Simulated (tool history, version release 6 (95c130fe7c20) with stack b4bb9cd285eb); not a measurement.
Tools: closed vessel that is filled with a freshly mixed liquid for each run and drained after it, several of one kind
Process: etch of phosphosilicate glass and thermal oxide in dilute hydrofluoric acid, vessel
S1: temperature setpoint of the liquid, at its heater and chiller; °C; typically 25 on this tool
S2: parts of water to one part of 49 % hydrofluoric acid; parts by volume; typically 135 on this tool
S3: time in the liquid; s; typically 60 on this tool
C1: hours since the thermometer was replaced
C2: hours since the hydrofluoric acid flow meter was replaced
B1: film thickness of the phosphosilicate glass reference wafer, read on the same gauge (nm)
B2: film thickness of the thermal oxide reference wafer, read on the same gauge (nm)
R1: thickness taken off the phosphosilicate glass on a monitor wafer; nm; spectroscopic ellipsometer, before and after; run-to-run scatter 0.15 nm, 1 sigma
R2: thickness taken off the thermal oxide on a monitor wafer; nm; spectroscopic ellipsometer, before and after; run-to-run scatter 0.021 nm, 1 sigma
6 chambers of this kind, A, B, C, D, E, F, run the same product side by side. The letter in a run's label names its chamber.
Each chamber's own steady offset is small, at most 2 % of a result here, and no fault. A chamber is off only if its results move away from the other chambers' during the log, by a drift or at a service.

{"run": "1E", "day": 0.379, "S1": 25, "S2": 135, "S3": 60, "C1": 997.6, "C2": 397.9, "B1": 120.01, "B2": 50.031, "R1": 32.925, "R2": 2.2408}
{"day": 0.388, "done": "chamber E: hydrofluoric acid flow meter replaced"}
{"run": "2C", "day": 0.917, "S1": 25, "S2": 135, "S3": 60, "C1": 1545.9, "C2": 102.8, "B1": 120.0, "B2": 50.01, "R1": 33.333, "R2": 2.2214}
{"run": "3D", "day": 1.417, "S1": 25, "S2": 135, "S3": 60, "C1": 192.9, "C2": 1764.1, "B1": 119.98, "B2": 49.985, "R1": 32.916, "R2": 2.2797}
{"run": "4F", "day": 1.879, "S1": 25, "S2": 135, "S3": 60, "C1": 631.7, "C2": 612.2, "B1": 119.99, "B2": 49.958, "R1": 33.247, "R2": 2.2018}
{"run": "5A", "day": 2.379, "S1": 25, "S2": 135, "S3": 60, "C1": 158.9, "C2": 1868.6, "B1": 120.0, "B2": 50.012, "R1": 32.645, "R2": 2.2513}
{"run": "6B", "day": 2.729, "S1": 25, "S2": 135, "S3": 60, "C1": 266.4, "C2": 183.5, "B1": 120.01, "B2": 49.957, "R1": 32.909, "R2": 2.2362}
{"run": "7D", "day": 3.133, "S1": 25, "S2": 135, "S3": 60, "C1": 234.1, "C2": 1805.3, "B1": 120.0, "B2": 49.967, "R1": 32.836, "R2": 2.2316}
{"run": "8C", "day": 3.462, "S1": 25, "S2": 80, "S3": 60, "C1": 1607.0, "C2": 163.9, "B1": 120.0, "B2": 50.001, "R1": 59.713, "R2": 4.0251}
{"run": "9E", "day": 3.908, "S1": 25, "S2": 80, "S3": 60, "C1": 1082.3, "C2": 84.5, "B1": 119.98, "B2": 49.986, "R1": 59.249, "R2": 4.0138}
{"run": "10A", "day": 4.388, "S1": 25, "S2": 80, "S3": 60, "C1": 207.1, "C2": 1916.8, "B1": 119.99, "B2": 50.018, "R1": 59.829, "R2": 3.9838}
{"run": "11F", "day": 4.725, "S1": 25, "S2": 80, "S3": 60, "C1": 700.0, "C2": 680.5, "B1": 120.02, "B2": 49.973, "R1": 61.009, "R2": 4.0316}
{"run": "12B", "day": 5.3, "S1": 25, "S2": 80, "S3": 60, "C1": 328.1, "C2": 245.2, "B1": 120.0, "B2": 50.016, "R1": 59.659, "R2": 4.0234}
{"run": "13D", "day": 5.85, "S1": 25, "S2": 80, "S3": 60, "C1": 299.3, "C2": 1870.5, "B1": 119.97, "B2": 49.95, "R1": 59.153, "R2": 4.0287}
{"run": "14F", "day": 6.25, "S1": 25, "S2": 135, "S3": 60, "C1": 736.6, "C2": 717.1, "B1": 120.0, "B2": 50.002, "R1": 33.185, "R2": 2.2063}
{"run": "15A", "day": 6.65, "S1": 29, "S2": 135, "S3": 45, "C1": 261.4, "C2": 1971.1, "B1": 120.0, "B2": 50.021, "R1": 28.814, "R2": 1.9288}
{"run": "16B", "day": 7.104, "S1": 29, "S2": 135, "S3": 45, "C1": 371.4, "C2": 288.5, "B1": 120.01, "B2": 50.003, "R1": 28.696, "R2": 1.9354}
{"day": 7.179, "done": "chamber A: hydrofluoric acid flow meter replaced"}
{"run": "17C", "day": 7.542, "S1": 29, "S2": 135, "S3": 45, "C1": 1704.9, "C2": 261.8, "B1": 120.01, "B2": 49.934, "R1": 29.06, "R2": 1.9353}
{"run": "18E", "day": 7.821, "S1": 29, "S2": 135, "S3": 45, "C1": 1176.2, "C2": 178.4, "B1": 120.01, "B2": 50.001, "R1": 28.843, "R2": 1.9399}
{"run": "19D", "day": 8.392, "S1": 29, "S2": 135, "S3": 45, "C1": 360.3, "C2": 1931.5, "B1": 119.98, "B2": 50.002, "R1": 28.692, "R2": 1.9378}
{"run": "20C", "day": 8.696, "S1": 29, "S2": 135, "S3": 45, "C1": 1732.6, "C2": 289.5, "B1": 120.02, "B2": 50.041, "R1": 29.184, "R2": 1.9847}
{"run": "21A", "day": 9.212, "S1": 25, "S2": 135, "S3": 60, "C1": 322.9, "C2": 48.8, "B1": 119.99, "B2": 49.979, "R1": 32.955, "R2": 2.2335}
{"run": "22F", "day": 9.642, "S1": 22, "S2": 135, "S3": 45, "C1": 818.0, "C2": 798.5, "B1": 119.99, "B2": 49.975, "R1": 22.321, "R2": 1.4609}
{"run": "23B", "day": 10.071, "S1": 22, "S2": 135, "S3": 45, "C1": 442.6, "C2": 359.7, "B1": 120.02, "B2": 50.015, "R1": 21.994, "R2": 1.5037}
{"run": "24E", "day": 10.321, "S1": 22, "S2": 135, "S3": 45, "C1": 1236.2, "C2": 238.4, "B1": 120.01, "B2": 50.039, "R1": 22.013, "R2": 1.4871}
{"run": "25A", "day": 10.696, "S1": 22, "S2": 135, "S3": 45, "C1": 358.5, "C2": 84.4, "B1": 120.02, "B2": 50.014, "R1": 21.958, "R2": 1.4758}
{"run": "26F", "day": 11.054, "S1": 22, "S2": 135, "S3": 45, "C1": 851.9, "C2": 832.4, "B1": 120.0, "B2": 50.02, "R1": 22.401, "R2": 1.4584}
{"run": "27E", "day": 11.346, "S1": 22, "S2": 135, "S3": 45, "C1": 1260.8, "C2": 263.0, "B1": 119.99, "B2": 50.024, "R1": 22.096, "R2": 1.5034}
{"run": "28D", "day": 11.879, "S1": 25, "S2": 135, "S3": 60, "C1": 444.0, "C2": 2015.2, "B1": 120.0, "B2": 49.977, "R1": 33.007, "R2": 2.2339}
{"day": 11.938, "done": "chamber D: hydrofluoric acid flow meter replaced"}
{"run": "29B", "day": 12.138, "S1": 29, "S2": 135, "S3": 60, "C1": 492.2, "C2": 409.3, "B1": 120.01, "B2": 50.02, "R1": 38.291, "R2": 2.6016}
{"run": "30C", "day": 12.521, "S1": 29, "S2": 135, "S3": 60, "C1": 1824.4, "C2": 381.3, "B1": 120.01, "B2": 49.999, "R1": 39.136, "R2": 2.5869}
{"run": "31F", "day": 13.083, "S1": 29, "S2": 135, "S3": 60, "C1": 900.6, "C2": 881.1, "B1": 119.99, "B2": 49.998, "R1": 38.691, "R2": 2.543}
{"run": "32D", "day": 13.442, "S1": 29, "S2": 135, "S3": 60, "C1": 481.5, "C2": 36.1, "B1": 120.02, "B2": 50.021, "R1": 38.35, "R2": 2.6163}
{"run": "33A", "day": 13.996, "S1": 29, "S2": 135, "S3": 60, "C1": 437.7, "C2": 163.6, "B1": 120.0, "B2": 49.95, "R1": 38.563, "R2": 2.592}
{"run": "34B", "day": 14.492, "S1": 29, "S2": 135, "S3": 60, "C1": 548.7, "C2": 465.8, "B1": 120.0, "B2": 49.98, "R1": 37.986, "R2": 2.5855}
{"day": 14.733, "done": "chamber B: hydrofluoric acid flow meter replaced"}
{"run": "35E", "day": 14.775, "S1": 25, "S2": 135, "S3": 60, "C1": 1343.1, "C2": 345.3, "B1": 120.0, "B2": 50.006, "R1": 33.196, "R2": 2.235}
{"run": "36C", "day": 15.271, "S1": 25, "S2": 135, "S3": 60, "C1": 1890.4, "C2": 447.3, "B1": 120.0, "B2": 50.01, "R1": 33.349, "R2": 2.2387}
{"run": "37F", "day": 15.575, "S1": 25, "S2": 135, "S3": 60, "C1": 960.4, "C2": 940.9, "B1": 120.01, "B2": 49.999, "R1": 33.485, "R2": 2.2073}
{"run": "38B", "day": 16.038, "S1": 25, "S2": 135, "S3": 60, "C1": 585.8, "C2": 31.3, "B1": 120.0, "B2": 50.004, "R1": 32.674, "R2": 2.2222}
{"run": "39C", "day": 16.467, "S1": 25, "S2": 135, "S3": 60, "C1": 1919.1, "C2": 476.0, "B1": 120.01, "B2": 50.016, "R1": 33.436, "R2": 2.2316}

One chamber off, gauge drift, or nothing amiss beyond the chambers' own small offsets? If it is a chamber, which one, and what is the likeliest cause?

No chamber is off and the gauge is stable; the differences are just each chamber's small, constant offset.
